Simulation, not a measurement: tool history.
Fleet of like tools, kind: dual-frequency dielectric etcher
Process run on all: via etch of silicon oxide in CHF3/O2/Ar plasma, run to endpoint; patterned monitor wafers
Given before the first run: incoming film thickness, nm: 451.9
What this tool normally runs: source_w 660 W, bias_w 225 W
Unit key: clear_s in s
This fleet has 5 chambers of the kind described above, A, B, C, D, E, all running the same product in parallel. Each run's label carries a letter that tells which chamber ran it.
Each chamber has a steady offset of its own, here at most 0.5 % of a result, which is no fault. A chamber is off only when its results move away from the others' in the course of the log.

run   hour  source_w  bias_w  clear_s
 1E    4.9       660     225   205.24
 2A     12       660     225   204.04
 3B     21       660     225   203.48
      23.5  -- chamber A: wet clean of the chamber
 4D   28.6       660     225   206.53
 5C   37.4       530     173   241.04
 6E   46.1       530     173   243.88
 7A     51       530     173   242.07
 8B   57.5       530     173   243.75
 9C   64.7       530     173   242.42
10D   69.9       660     187   218.01
11D   78.7       660     187   218.55
12C   88.6       660     187   218.01
13A   93.3       660     187   218.35
14B     98       660     187   217.09
15E  104.1       660     225   205.88
16E  109.9       660     225   205.04
17C  117.4       660     225   203.77
18A  122.9       660     225   204.32
     126.1  -- chamber E: wet clean of the chamber
19B  128.8       780     225   193.37
20D    138       780     225   191.83
21A  147.9       780     225   192.07
22D  153.2       780     225   190.91
23C  163.2       780     225   190.99
24B  170.2       660     225   205.95
25E  178.4       660     225   205.09
26D  186.6       660     225   204.75
27E  192.6       790     225   191.62
28B  200.2       790     225   194.35
     205.9  -- chamber C: wet clean of the chamber
29A    206       790     225   190.99
30C  212.9       790     225   189.73
31B  217.8       790     225   195.51
     221.5  -- chamber D: wet clean of the chamber
32C  225.4       660     225   203.27
33E  229.9       660     259   195.81
34A  239.8       660     259   195.89
35D  246.5       660     259    194.3
36B  256.2       660     259    200.8
37C  264.9       660     259   194.48
38E  269.6       660     225   205.36
39A  278.2       660     225   204.64
40D  285.9       660     225   206.18
41B  292.3       660     225   215.66
42A  297.5       560     201   226.37

Each of the 5 chambers runs these same settings next. Fill in every chamber's results:
43A   305       660     225        ?
43B   305       660     225        ?
43C   305       660     225        ?
43D   305       660     225        ?
43E   305       660     225        ?

run  clear_s
43A   204.64
43B   215.72
43C   203.87
43D   203.83
43E   204.09
